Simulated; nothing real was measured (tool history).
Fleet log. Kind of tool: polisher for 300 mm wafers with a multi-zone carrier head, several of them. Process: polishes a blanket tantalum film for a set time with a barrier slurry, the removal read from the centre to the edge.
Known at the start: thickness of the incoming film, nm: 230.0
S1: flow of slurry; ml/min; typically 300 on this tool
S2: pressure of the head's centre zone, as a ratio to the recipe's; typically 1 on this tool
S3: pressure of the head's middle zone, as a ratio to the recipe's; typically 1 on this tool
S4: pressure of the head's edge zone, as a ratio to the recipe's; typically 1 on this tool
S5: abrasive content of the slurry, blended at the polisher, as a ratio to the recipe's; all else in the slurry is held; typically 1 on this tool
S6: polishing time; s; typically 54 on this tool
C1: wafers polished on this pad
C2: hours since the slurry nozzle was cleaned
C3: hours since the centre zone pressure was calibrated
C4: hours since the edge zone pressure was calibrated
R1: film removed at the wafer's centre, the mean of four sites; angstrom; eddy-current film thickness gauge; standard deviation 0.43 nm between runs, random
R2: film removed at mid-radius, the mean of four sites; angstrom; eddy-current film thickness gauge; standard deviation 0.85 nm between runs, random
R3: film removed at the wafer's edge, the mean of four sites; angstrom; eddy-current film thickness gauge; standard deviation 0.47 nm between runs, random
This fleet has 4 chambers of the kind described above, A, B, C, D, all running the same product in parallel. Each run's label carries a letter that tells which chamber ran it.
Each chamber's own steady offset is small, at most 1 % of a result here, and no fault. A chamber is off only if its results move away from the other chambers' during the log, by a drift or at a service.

run	hour	S1	S2	S3	S4	S5	S6	C1	C2	C3	C4	R1	R2	R3
# hour 0.3: chamber D: worn pad replaced by a new one
# hour 5: chamber C: worn pad replaced by a new one
1D	9.7	300	1	1	1	1	54	109	609.4	233.2	370.9	685.81	681.49	688.77
2A	25.7	300	1	1	1	1	54	1137	125.7	736.8	796.1	689.68	687.91	680.66
3C	33	300	1	1	1	1	54	327	156.2	121	759.1	684.12	686.11	680.79
# hour 33.3: chamber A: worn pad replaced by a new one
4B	40.9	300	1	1	1	1	54	542	93.3	699.5	187.5	672.36	675.94	686.22
5C	55.1	300	1	1	1	1	54	585	178.3	143.1	781.2	693.52	664.63	676.03
# hour 62.6: chamber D: slurry nozzle cleaned
# hour 62.9: chamber D: worn pad replaced by a new one
# hour 66.8: chamber B: worn pad replaced by a new one
6D	68.9	300	1	1	1	1	54	70	6.4	292.4	430.1	679.04	679.71	679.59
# hour 71: chamber C: worn pad replaced by a new one
7A	83.9	300	1	1	1	1	54	590	183.9	795	854.3	680.65	695.19	686.03
# hour 87.1: chamber D: centre zone pressure recalibrated
8B	93.1	300	1	1	1	1	54	307	145.5	751.7	239.7	677.34	685.46	695.27
9A	101.9	300	1	1	1	1	54	800	201.9	813	872.3	683.76	693.04	677.07
10C	111.4	300	1	1	1	1	54	471	234.6	199.4	837.5	675.72	680.39	676.23
11B	122.9	300	1	1	1	1	54	654	175.3	781.5	269.5	681.02	692.39	676.53
# hour 126.6: chamber A: worn pad replaced by a new one
# hour 131.9: chamber B: worn pad replaced by a new one
12D	137.1	300	1	1	1	1	54	865	74.6	50	498.3	683.8	682.96	686.94
# hour 137.3: chamber D: worn pad replaced by a new one
# hour 140.9: chamber C: worn pad replaced by a new one
13D	148.7	300	1	1	1	1	54	133	86.2	61.6	509.9	685.49	684.89	677.18
14C	162.4	300	1	1	1	1	54	251	285.6	250.4	888.5	676.85	658.16	677.61
# hour 169.5: chamber B: centre zone pressure recalibrated
15B	172.1	300	1	1	1	1	54	469	224.5	2.6	318.7	683.62	664.58	672.1
# hour 181.1: chamber A: slurry nozzle cleaned
16A	184.7	300	1	1	1	1	54	678	3.6	895.8	955.1	689.69	690.44	682.19
17C	192.4	300	1	1	1	1	54	601	315.6	280.4	918.5	689.06	678.74	683.49
18D	201	300	1	1	1	1	54	743	138.5	113.9	562.2	682.8	675.74	671.17
# hour 207.9: chamber C: worn pad replaced by a new one
# hour 209.9: chamber B: worn pad replaced by a new one
19B	211	300	1	1	1	1	54	13	263.4	41.5	357.6	671.55	685.45	679.79
# hour 212.4: chamber A: worn pad replaced by a new one
# hour 213.7: chamber D: worn pad replaced by a new one
20A	226.8	300	1	1	1	1	54	168	45.7	937.9	997.2	678.34	699.54	681.22
21B	234	300	1	1	1	1	54	282	286.4	64.5	380.6	682.42	681.21	686.9
22D	247.3	205	1	1	1	1.2	54	392	184.8	160.2	608.5	683.96	682.44	686.97
23A	254.8	205	1	1	1	1.2	54	494	73.7	965.9	1025.2	680.33	687.68	695.16
# hour 266.1: chamber C: slurry nozzle cleaned
# hour 269.7: chamber B: worn pad replaced by a new one
24C	269.7	205	1	1	1	1.2	54	720	3.6	357.7	995.8	689.77	685.99	695.19
# hour 279.5: chamber C: worn pad replaced by a new one
# hour 282.2: chamber D: worn pad replaced by a new one
25D	284.4	205	1	1	1	1.2	54	25	221.9	197.3	645.6	685.28	682.8	705.3
26A	294.4	210	1	1	1	1	65	956	113.3	1005.5	1064.8	781.96	792.61	790.28
27C	302.3	210	1	1	1	1	65	266	36.2	390.3	1028.4	791.08	794.31	789.43
# hour 302.9: chamber A: worn pad replaced by a new one
28B	311.2	210	1	1	1	1	65	484	363.6	141.7	457.8	777.87	787.32	790.1
29C	322.4	210	1	1	1	1	65	501	56.3	410.4	1048.5	777.54	773.99	777.66
30A	337	300	1	1	1	1	54	398	155.9	1048.1	1107.4	685.92	698.39	681.97
31B	344.3	300	1	1	1	1	54	870	396.7	174.8	490.9	670.42	671.93	675.55
# hour 346: chamber D: worn pad replaced by a new one
32D	351.7	300	1	1	1	1	54	67	289.2	264.6	712.9	676.46	678.29	687.98

Read the log: is a single chamber off, either drifting away or since a service, is the gauge that measures every chamber drifting, or is nothing wrong beyond small per-chamber offsets? Name any odd chamber and what most likely caused it.

No chamber is off and the gauge is stable; the differences are just each chamber's small, constant offset.
